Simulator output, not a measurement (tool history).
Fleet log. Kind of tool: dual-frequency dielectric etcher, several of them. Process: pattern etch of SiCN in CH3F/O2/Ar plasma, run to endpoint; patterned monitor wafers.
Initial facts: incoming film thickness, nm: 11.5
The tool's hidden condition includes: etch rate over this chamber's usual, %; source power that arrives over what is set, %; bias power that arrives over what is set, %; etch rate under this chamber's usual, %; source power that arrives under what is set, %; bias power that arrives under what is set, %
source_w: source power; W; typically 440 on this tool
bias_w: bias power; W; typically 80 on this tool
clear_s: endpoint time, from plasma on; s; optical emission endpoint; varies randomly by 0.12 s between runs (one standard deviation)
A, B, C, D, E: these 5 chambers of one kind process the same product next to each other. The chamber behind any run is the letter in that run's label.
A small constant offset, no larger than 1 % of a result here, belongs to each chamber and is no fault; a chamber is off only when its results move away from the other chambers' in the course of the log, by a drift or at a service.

run	hour	source_w	bias_w	hours since the last wet clean	hours since the last source power generator calibration	hours since the last bias power generator calibration	clear_s
1D	9.7	440	80	448.2	1400.9	2114.3	28.497
2C	19.8	440	80	154.0	2738.9	750.0	28.624
3B	30.1	440	80	190.7	1578.5	4392.3	28.030
# hour 32.8: chamber B: bias power generator calibrated
4A	36.9	440	80	102.7	1033.9	1199.8	28.509
5E	43.9	400	72	309.8	3657.5	805.6	30.555
6A	53.2	400	72	119.0	1050.2	1216.1	30.719
7D	63.5	400	72	502.0	1454.7	2168.1	30.296
8E	71.4	400	72	337.3	3685.0	833.1	30.491
9C	80.8	400	72	215.0	2799.9	811.0	30.795
10B	89.6	440	80	250.2	1638.0	56.9	28.288
11B	98.3	440	80	258.9	1646.7	65.6	28.493
# hour 100.0: chamber D: wet clean of the chamber
12A	106.5	440	80	172.3	1103.5	1269.4	28.605
13D	114.4	520	80	14.5	1505.6	2219.0	26.474
14C	121.9	520	80	256.1	2841.0	852.1	26.618
15E	127.9	520	80	393.8	3741.5	889.6	26.558
16C	134.6	520	80	268.8	2853.7	864.8	26.883
17B	143.6	520	80	304.2	1692.0	110.9	26.616
18E	151.6	440	80	417.5	3765.2	913.3	28.315
19A	158.9	440	80	224.7	1155.9	1321.8	28.419
20D	163.6	440	80	63.7	1554.8	2268.2	28.396
# hour 169.2: chamber B: wet clean of the chamber
21D	170.7	440	80	70.8	1561.9	2275.3	28.592
22E	180.9	440	80	446.8	3794.5	942.6	28.344
23B	186.4	440	80	17.3	1734.8	153.7	29.727
24C	194.6	440	80	328.8	2913.7	924.8	28.658
25A	200.6	440	80	266.4	1197.6	1363.5	28.364
# hour 203.9: chamber C: wet clean of the chamber
26D	208.5	440	80	108.6	1599.7	2313.1	28.459
27B	214.6	440	80	45.5	1763.0	181.9	29.592
28C	225.1	440	94	21.3	2944.2	955.3	26.901
29A	232.1	440	94	297.9	1229.1	1395.0	26.832
30E	237.9	440	94	503.8	3851.5	999.6	26.828
31A	245.2	440	94	311.0	1242.2	1408.1	26.744
32C	252.7	440	94	48.9	2971.8	982.9	26.861
33B	257.5	440	67	88.4	1805.9	224.8	31.725
34D	263.6	440	67	163.7	1654.8	2368.2	30.330
35E	272.8	440	67	538.7	3886.4	1034.5	30.182
36B	279.9	440	67	110.8	1828.3	247.2	31.714
37D	287.7	440	67	187.8	1678.9	2392.3	30.122

Next, all 5 chambers run the settings below, one line each with question marks for the results. What does each chamber give?
38A	295.4	440	80				?
38B	295.4	440	80				?
38C	295.4	440	80				?
38D	295.4	440	80				?
38E	295.4	440	80				?

run	clear_s
38A	28.505
38B	29.829
38C	28.600
38D	28.364
38E	28.488
